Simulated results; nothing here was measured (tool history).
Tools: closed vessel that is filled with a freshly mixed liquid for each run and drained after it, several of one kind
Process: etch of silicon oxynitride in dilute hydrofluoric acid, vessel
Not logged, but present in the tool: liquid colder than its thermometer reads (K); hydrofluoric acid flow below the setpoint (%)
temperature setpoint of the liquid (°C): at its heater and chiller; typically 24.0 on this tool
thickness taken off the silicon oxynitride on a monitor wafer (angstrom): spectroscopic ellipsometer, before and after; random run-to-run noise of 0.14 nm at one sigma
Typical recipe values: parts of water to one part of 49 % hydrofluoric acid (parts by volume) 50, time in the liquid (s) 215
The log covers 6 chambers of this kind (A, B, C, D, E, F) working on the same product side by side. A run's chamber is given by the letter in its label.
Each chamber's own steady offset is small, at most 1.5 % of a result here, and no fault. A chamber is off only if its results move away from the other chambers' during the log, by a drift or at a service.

| run | hour | temperature setpoint of the liquid (°C) | parts of water to one part of 49 % hydrofluoric acid (parts by volume) | time in the liquid (s) | hours since the thermometer was replaced | hours since the hydrofluoric acid flow meter was replaced | read-back film thickness of the silicon oxynitride reference wafer, read on the same gauge (nm) | thickness taken off the silicon oxynitride on a monitor wafer (angstrom) |
|---|---|---|---|---|---|---|---|---|
| 1C | 3.5 | 24.0 | 50 | 215 | 617.9 | 1737.3 | 50.013 | 167.97 |
| 2E | 5.9 | 24.0 | 50 | 215 | 45.9 | 779.8 | 50.009 | 167.51 |
| 3B | 8.7 | 24.0 | 50 | 215 | 164.0 | 113.2 | 50.026 | 167.32 |
| 4D | 11.4 | 24.0 | 50 | 215 | 517.7 | 1140.7 | 49.984 | 164.38 |
| 5F | 13.4 | 24.0 | 50 | 215 | 400.3 | 1553.0 | 49.988 | 164.10 |
| 6A | 15.9 | 24.0 | 50 | 215 | 254.0 | 365.1 | 50.043 | 166.53 |
| 7B | 17.9 | 24.0 | 50 | 215 | 173.2 | 122.4 | 50.004 | 165.92 |
| 8D | 20.8 | 24.0 | 50 | 215 | 527.1 | 1150.1 | 49.995 | 162.62 |
| 9E | 23.8 | 24.0 | 50 | 215 | 63.8 | 797.7 | 49.986 | 170.25 |
| 10C | 26.1 | 24.0 | 50 | 215 | 640.5 | 1759.9 | 49.975 | 167.32 |
| 11F | 29.5 | 24.0 | 50 | 215 | 416.4 | 1569.1 | 50.023 | 161.82 |
| 12A | 31.4 | 24.0 | 50 | 215 | 269.5 | 380.6 | 49.985 | 166.32 |
| 13E | 35.5 | 24.0 | 50 | 215 | 75.5 | 809.4 | 50.033 | 170.08 |
| 14B | 37.9 | 24.0 | 50 | 215 | 193.2 | 142.4 | 49.970 | 164.46 |
| 15C | 40.4 | 24.0 | 50 | 215 | 654.8 | 1774.2 | 50.016 | 169.05 |
|  | 41.3 | chamber D: thermometer replaced |
| 16D | 42.6 | 24.0 | 50 | 215 | 1.4 | 1171.9 | 49.966 | 163.99 |
| 17A | 44.6 | 24.0 | 50 | 215 | 282.7 | 393.8 | 49.969 | 163.83 |
| 18F | 46.9 | 24.0 | 50 | 215 | 433.8 | 1586.5 | 50.021 | 163.01 |
| 19E | 50.0 | 24.0 | 70 | 275 | 90.0 | 823.9 | 50.000 | 149.03 |
| 20B | 52.8 | 24.0 | 70 | 275 | 208.1 | 157.3 | 49.984 | 147.72 |
| 21C | 55.7 | 24.0 | 70 | 275 | 670.1 | 1789.5 | 49.983 | 148.37 |
| 22F | 57.6 | 24.0 | 70 | 275 | 444.5 | 1597.2 | 49.975 | 145.96 |
| 23D | 60.6 | 24.0 | 70 | 275 | 19.4 | 1189.9 | 49.946 | 146.56 |
| 24A | 63.1 | 24.0 | 70 | 275 | 301.2 | 412.3 | 50.040 | 148.57 |
| 25B | 66.1 | 24.0 | 50 | 215 | 221.4 | 170.6 | 49.999 | 165.22 |
| 26F | 69.2 | 24.0 | 50 | 215 | 456.1 | 1608.8 | 49.996 | 161.07 |
| 27D | 71.7 | 24.0 | 50 | 215 | 30.5 | 1201.0 | 49.987 | 165.73 |
| 28E | 74.5 | 24.0 | 50 | 215 | 114.5 | 848.4 | 50.014 | 157.40 |
| 29C | 78.1 | 24.0 | 50 | 215 | 692.5 | 1811.9 | 49.994 | 164.19 |
| 30A | 80.2 | 24.0 | 50 | 215 | 318.3 | 429.4 | 50.013 | 163.66 |
| 31E | 83.4 | 28.5 | 35 | 215 | 123.4 | 857.3 | 49.983 | 279.78 |
| 32A | 86.4 | 28.5 | 35 | 215 | 324.5 | 435.6 | 50.038 | 297.48 |
| 33B | 88.6 | 28.5 | 35 | 215 | 243.9 | 193.1 | 50.064 | 298.20 |
| 34D | 91.6 | 28.5 | 35 | 215 | 50.4 | 1220.9 | 49.969 | 295.86 |
| 35C | 93.9 | 28.5 | 35 | 215 | 708.3 | 1827.7 | 50.010 | 300.36 |
| 36F | 96.9 | 28.5 | 35 | 215 | 483.8 | 1636.5 | 49.994 | 296.96 |
| 37E | 100.9 | 24.0 | 50 | 215 | 140.9 | 874.8 | 50.029 | 153.48 |
| 38C | 104.9 | 24.0 | 50 | 215 | 719.3 | 1838.7 | 49.994 | 164.63 |
| 39B | 108.5 | 24.0 | 50 | 215 | 263.8 | 213.0 | 49.992 | 165.43 |

Next, every chamber runs the same settings. What will each give?
| 40A | 111.6 | 24.0 | 60 | 215 |  |  |  | ? |
| 40B | 111.6 | 24.0 | 60 | 215 |  |  |  | ? |
| 40C | 111.6 | 24.0 | 60 | 215 |  |  |  | ? |
| 40D | 111.6 | 24.0 | 60 | 215 |  |  |  | ? |
| 40E | 111.6 | 24.0 | 60 | 215 |  |  |  | ? |
| 40F | 111.6 | 24.0 | 60 | 215 |  |  |  | ? |

| run | thickness taken off the silicon oxynitride on a monitor wafer (angstrom) |
|---|---|
| 40A | 136.45 |
| 40B | 135.50 |
| 40C | 136.57 |
| 40D | 136.35 |
| 40E | 122.60 |
| 40F | 135.73 |
